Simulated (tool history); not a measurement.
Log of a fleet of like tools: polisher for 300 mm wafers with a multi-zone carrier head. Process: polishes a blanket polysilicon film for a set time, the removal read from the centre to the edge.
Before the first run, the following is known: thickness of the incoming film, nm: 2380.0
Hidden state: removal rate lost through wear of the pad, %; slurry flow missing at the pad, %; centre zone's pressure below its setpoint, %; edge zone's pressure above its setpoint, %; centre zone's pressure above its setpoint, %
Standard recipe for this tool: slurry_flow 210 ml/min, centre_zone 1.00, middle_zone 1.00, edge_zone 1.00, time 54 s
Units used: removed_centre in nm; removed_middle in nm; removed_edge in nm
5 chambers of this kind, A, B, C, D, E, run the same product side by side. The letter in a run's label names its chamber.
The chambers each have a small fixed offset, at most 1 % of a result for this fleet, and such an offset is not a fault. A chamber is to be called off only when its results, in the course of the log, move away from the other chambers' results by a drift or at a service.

run	day	slurry_flow	centre_zone	middle_zone	edge_zone	time	wafers polished on this pad	hours since the slurry nozzle was cleaned	hours since the centre zone pressure was calibrated	hours since the edge zone pressure was calibrated	removed_centre	removed_middle	removed_edge
# day 0.196: chamber E: worn pad replaced by a new one
# day 0.392: chamber A: worn pad replaced by a new one
1D	0.483	210	1.00	1.00	1.00	54	890	242.6	269.7	169.2	426.73	431.17	435.31
2E	0.988	210	1.00	1.00	1.00	54	301	63.6	268.7	534.9	438.22	440.63	429.35
# day 1.138: chamber B: worn pad replaced by a new one
3C	1.425	210	1.00	1.00	1.00	54	574	92.1	999.3	244.1	433.33	442.18	433.47
# day 1.867: chamber A: edge zone pressure recalibrated
# day 1.896: chamber D: worn pad replaced by a new one
4A	1.908	210	1.00	1.00	1.00	54	576	140.3	356.3	1.1	437.83	440.68	437.32
5B	2.212	210	1.00	1.00	1.00	54	408	268.9	796.8	215.6	436.24	440.58	435.17
6B	2.546	210	1.00	1.00	1.00	54	535	276.9	804.8	223.6	430.34	434.69	425.71
# day 2.604: chamber D: centre zone pressure recalibrated
7C	3.121	210	1.00	1.00	1.00	54	1217	132.8	1040.0	284.8	436.64	434.07	437.76
8E	3.442	210	1.00	1.00	1.00	54	1232	122.5	327.6	593.8	431.72	440.22	434.92
# day 3.783: chamber C: worn pad replaced by a new one
# day 4.021: chamber A: worn pad replaced by a new one
# day 4.021: chamber E: worn pad replaced by a new one
9A	4.050	210	1.00	1.00	1.00	54	11	191.7	407.7	52.5	436.22	436.46	433.71
# day 4.250: chamber B: worn pad replaced by a new one
10D	4.467	210	1.00	1.00	1.00	54	976	338.2	44.7	264.8	426.41	432.35	438.92
11C	4.800	210	1.00	1.00	1.00	54	386	173.1	1080.3	325.1	431.60	430.29	439.48
12A	5.308	210	1.00	1.00	1.00	54	488	221.9	437.9	82.7	439.89	442.61	438.70
# day 5.567: chamber D: worn pad replaced by a new one
13B	5.675	210	1.00	1.00	1.00	54	540	352.0	879.9	298.7	440.76	430.95	429.94
14D	6.004	210	1.00	1.00	1.00	54	167	375.1	81.6	301.7	435.26	434.85	443.14
# day 6.217: chamber A: slurry nozzle cleaned
15E	6.575	210	1.05	1.00	1.00	54	970	197.7	402.8	669.0	449.07	443.39	432.50
16B	6.846	210	1.05	1.00	1.00	54	984	380.1	908.0	326.8	464.16	433.91	430.10
# day 7.104: chamber E: worn pad replaced by a new one
# day 7.217: chamber A: worn pad replaced by a new one
17A	7.308	210	1.05	1.00	1.00	54	36	26.2	485.9	130.7	461.20	441.03	438.78
# day 7.562: chamber B: worn pad replaced by a new one
18D	7.575	210	1.05	1.00	1.00	54	763	412.8	119.3	339.4	456.39	432.83	431.66
# day 7.700: chamber C: worn pad replaced by a new one
19E	8.012	210	1.05	1.00	1.00	54	344	232.2	437.3	703.5	459.74	440.01	437.68
# day 8.367: chamber C: centre zone pressure recalibrated
# day 8.371: chamber E: centre zone pressure recalibrated
20C	8.408	210	1.00	1.00	1.00	54	269	259.7	1.0	411.7	432.41	433.20	432.40
21E	8.679	185	1.00	0.94	1.00	54	597	248.2	7.5	719.5	423.49	410.41	423.18
# day 8.792: chamber C: slurry nozzle cleaned
22B	9.104	185	1.00	0.94	1.00	54	585	434.3	962.2	381.0	436.89	400.87	428.73
# day 9.254: chamber D: worn pad replaced by a new one
23C	9.567	185	1.00	0.94	1.00	54	708	18.7	28.8	439.5	434.52	402.40	427.43
# day 9.783: chamber B: edge zone pressure recalibrated
24A	10.154	185	1.00	0.94	1.00	54	1115	94.5	554.2	199.0	424.72	407.43	430.97
# day 10.229: chamber E: edge zone pressure recalibrated
# day 10.238: chamber E: worn pad replaced by a new one
# day 10.467: chamber A: worn pad replaced by a new one
25D	10.754	185	1.00	0.94	1.00	54	569	489.1	195.6	415.7	421.47	401.18	429.96
# day 11.162: chamber C: worn pad replaced by a new one
26C	11.262	185	1.00	1.00	1.00	45	37	59.4	69.5	480.2	357.88	355.71	364.02
# day 11.296: chamber B: worn pad replaced by a new one
27E	11.792	185	1.00	1.00	1.00	45	590	322.9	82.2	37.6	357.60	357.94	358.02
28D	12.292	185	1.00	1.00	1.00	45	1152	526.0	232.5	452.6	351.37	356.78	363.33
29B	12.896	185	1.00	1.00	1.00	45	608	525.3	1053.2	74.8	360.72	351.99	356.39
# day 13.154: chamber D: worn pad replaced by a new one
30A	13.450	185	1.00	1.00	1.00	45	1131	173.6	633.3	278.1	354.02	365.65	367.39
# day 13.767: chamber A: worn pad replaced by a new one
31D	13.912	210	1.00	1.04	0.91	54	288	564.9	271.4	491.5	446.66	457.61	424.07
# day 14.171: chamber E: worn pad replaced by a new one
32A	14.279	210	1.00	1.04	0.91	54	195	193.5	653.2	298.0	432.20	454.42	405.49
33B	14.658	210	1.00	1.04	0.91	54	1276	567.6	1095.5	117.1	442.99	449.07	413.72
# day 14.875: chamber B: worn pad replaced by a new one
# day 15.196: chamber C: worn pad replaced by a new one
34C	15.233	210	1.00	1.04	0.91	54	15	154.7	164.8	575.5	436.42	450.56	423.77
35E	15.512	210	1.00	1.04	0.91	54	509	412.2	171.5	126.9	439.55	466.23	413.64
36A	15.833	210	1.00	1.00	1.00	54	784	230.8	690.5	335.3	427.70	440.69	434.49
37B	16.362	210	1.00	1.00	1.00	54	565	608.5	1136.4	158.0	429.41	441.75	433.50
38E	16.808	210	1.00	1.00	1.00	54	1000	443.3	202.6	158.0	439.17	436.72	432.51
39C	17.292	210	1.00	1.00	1.00	54	796	204.1	214.2	624.9	431.09	443.26	436.58

For the next run the whole fleet of 5 chambers uses the same settings. Give each chamber's results:
40A	17.725	210	1.00	1.00	1.00	54					?	?	?
40B	17.725	210	1.00	1.00	1.00	54					?	?	?
40C	17.725	210	1.00	1.00	1.00	54					?	?	?
40D	17.725	210	1.00	1.00	1.00	54					?	?	?
40E	17.725	210	1.00	1.00	1.00	54					?	?	?

run	removed_centre	removed_middle	removed_edge
40A	438.41	439.59	437.80
40B	439.35	426.13	429.74
40C	431.04	432.45	442.41
40D	435.59	439.14	444.93
40E	431.75	437.53	430.06
